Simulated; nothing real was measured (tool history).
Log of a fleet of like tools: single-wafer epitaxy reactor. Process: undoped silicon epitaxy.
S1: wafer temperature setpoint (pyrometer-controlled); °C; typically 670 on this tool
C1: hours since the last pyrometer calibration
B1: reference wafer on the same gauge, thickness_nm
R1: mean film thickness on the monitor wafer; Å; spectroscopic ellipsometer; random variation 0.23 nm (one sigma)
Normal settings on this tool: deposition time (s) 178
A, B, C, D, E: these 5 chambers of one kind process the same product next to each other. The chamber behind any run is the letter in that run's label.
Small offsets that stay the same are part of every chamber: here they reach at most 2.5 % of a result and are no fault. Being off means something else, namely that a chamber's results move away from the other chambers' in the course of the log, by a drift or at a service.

Run 1A, day 0.096: usual settings; C1 1347.3; B1 50.611. Result: R1 456.87 Å.
Run 2C, day 0.238: usual settings; C1 1337.3; B1 50.560. Result: R1 461.59 Å.
Run 3E, day 0.367: usual settings; C1 1653.8; B1 50.611. Result: R1 447.76 Å.
Run 4D, day 0.533: usual settings; C1 3255.7; B1 50.603. Result: R1 459.76 Å.
Run 5B, day 0.612: usual settings; C1 461.8; B1 50.536. Result: R1 451.56 Å.
Run 6A, day 0.742: usual settings; C1 1362.8; B1 50.573. Result: R1 455.13 Å.
Run 7D, day 0.883: usual settings; C1 3264.1; B1 50.645. Result: R1 462.68 Å.
Run 8C, day 1.033: usual settings; C1 1356.4; B1 50.591. Result: R1 463.38 Å.
Run 9B, day 1.175: usual settings; C1 475.3; B1 50.658. Result: R1 456.63 Å.
Run 10E, day 1.358: usual settings but S1 682 °C, deposition time (s) 149; C1 1677.6; B1 50.624. Result: R1 480.31 Å.
Run 11C, day 1.462: usual settings but S1 682 °C, deposition time (s) 149; C1 1366.7; B1 50.560. Result: R1 496.55 Å.
Run 12B, day 1.604: usual settings but S1 682 °C, deposition time (s) 149; C1 485.6; B1 50.539. Result: R1 490.53 Å.
Run 13A, day 1.775: usual settings but S1 682 °C, deposition time (s) 149; C1 1387.6; B1 50.541. Result: R1 489.55 Å.
Run 14E, day 1.896: usual settings but S1 682 °C, deposition time (s) 149; C1 1690.5; B1 50.675. Result: R1 485.49 Å.
At day 2.012: chamber E: pyrometer calibrated.
Run 15D, day 2.021: usual settings; C1 3291.4; B1 50.660. Result: R1 457.72 Å.
Run 16E, day 2.154: usual settings; C1 3.5; B1 50.633. Result: R1 426.76 Å.
Run 17B, day 2.312: usual settings; C1 502.6; B1 50.646. Result: R1 458.03 Å.
Run 18D, day 2.488: usual settings; C1 3302.6; B1 50.680. Result: R1 464.73 Å.
Run 19A, day 2.604: usual settings; C1 1407.5; B1 50.653. Result: R1 459.66 Å.
Run 20C, day 2.721: usual settings; C1 1396.9; B1 50.629. Result: R1 459.82 Å.
Run 21D, day 2.825: usual settings; C1 3310.7; B1 50.645. Result: R1 460.18 Å.
Run 22A, day 2.921: usual settings but S1 684 °C, deposition time (s) 212; C1 1415.1; B1 50.601. Result: R1 722.95 Å.
Run 23B, day 3.033: usual settings but S1 684 °C, deposition time (s) 212; C1 519.9; B1 50.599. Result: R1 726.19 Å.
Run 24C, day 3.146: usual settings but S1 684 °C, deposition time (s) 212; C1 1407.1; B1 50.623. Result: R1 724.99 Å.
Run 25E, day 3.250: usual settings but S1 684 °C, deposition time (s) 212; C1 29.8; B1 50.577. Result: R1 673.09 Å.
Run 26D, day 3.367: usual settings but S1 684 °C, deposition time (s) 212; C1 3323.7; B1 50.664. Result: R1 727.75 Å.
Run 27A, day 3.542: usual settings; C1 1430.0; B1 50.598. Result: R1 457.95 Å.
Run 28B, day 3.700: usual settings; C1 535.9; B1 50.583. Result: R1 451.22 Å.
Run 29C, day 3.833: usual settings; C1 1423.6; B1 50.600. Result: R1 459.86 Å.
Run 30E, day 3.921: usual settings; C1 45.9; B1 50.622. Result: R1 430.10 Å.
Run 31A, day 4.092: usual settings; C1 1443.2; B1 50.629. Result: R1 460.47 Å.
Run 32E, day 4.179: usual settings; C1 52.1; B1 50.685. Result: R1 423.91 Å.
Run 33B, day 4.262: usual settings; C1 549.4; B1 50.608. Result: R1 451.40 Å.
Run 34D, day 4.425: usual settings; C1 3349.1; B1 50.525. Result: R1 457.98 Å.
Run 35C, day 4.608: usual settings; C1 1442.2; B1 50.664. Result: R1 460.66 Å.
Run 36E, day 4.783: usual settings but S1 655 °C, deposition time (s) 161; C1 66.6; B1 50.607. Result: R1 279.99 Å.
Run 37B, day 4.917: usual settings but S1 655 °C, deposition time (s) 161; C1 565.1; B1 50.644. Result: R1 297.87 Å.
Run 38A, day 5.071: usual settings but S1 655 °C, deposition time (s) 161; C1 1466.7; B1 50.640. Result: R1 298.29 Å.
Run 39D, day 5.208: usual settings but S1 655 °C, deposition time (s) 161; C1 3367.9; B1 50.532. Result: R1 305.93 Å.
Run 40C, day 5.296: usual settings but S1 655 °C, deposition time (s) 161; C1 1458.7; B1 50.653. Result: R1 302.81 Å.
Run 41D, day 5.438: usual settings; C1 3373.4; B1 50.679. Result: R1 456.32 Å.

Is one chamber off against the others, does the gauge drift, or is nothing wrong? If a chamber is off, say which, and what the likeliest cause is.

After it was serviced, chamber E no longer matches the other chambers.
Cause: wafer temperature below the value expected at the setpoint (K) = 2.58.

Chamber E could run next with any of the 4 candidate recipes listed below; each alters the usual settings, and their results appear as question marks. Which one brings its results back in line with what the other chambers deliver on the usual settings?
To be in line, a result may differ from the other chambers' mean on the usual settings by at most: R1 8.20 Å
Run 42E-1, day 5.571: usual settings but S1 672 °C. Result: R1 ?.
Run 42E-2, day 5.571: usual settings but S1 669 °C, deposition time (s) 176. Result: R1 ?.
Run 42E-3, day 5.571: usual settings but deposition time (s) 165. Result: R1 ?.
Run 42E-4, day 5.571: usual settings but deposition time (s) 191. Result: R1 ?.

Usual-settings mean across the other chambers: R1 457.81 Å
  run      R1
42E-1  443.92
42E-2  411.79
42E-3  394.37
42E-4  456.51
42E-4 brings the chamber back in line.

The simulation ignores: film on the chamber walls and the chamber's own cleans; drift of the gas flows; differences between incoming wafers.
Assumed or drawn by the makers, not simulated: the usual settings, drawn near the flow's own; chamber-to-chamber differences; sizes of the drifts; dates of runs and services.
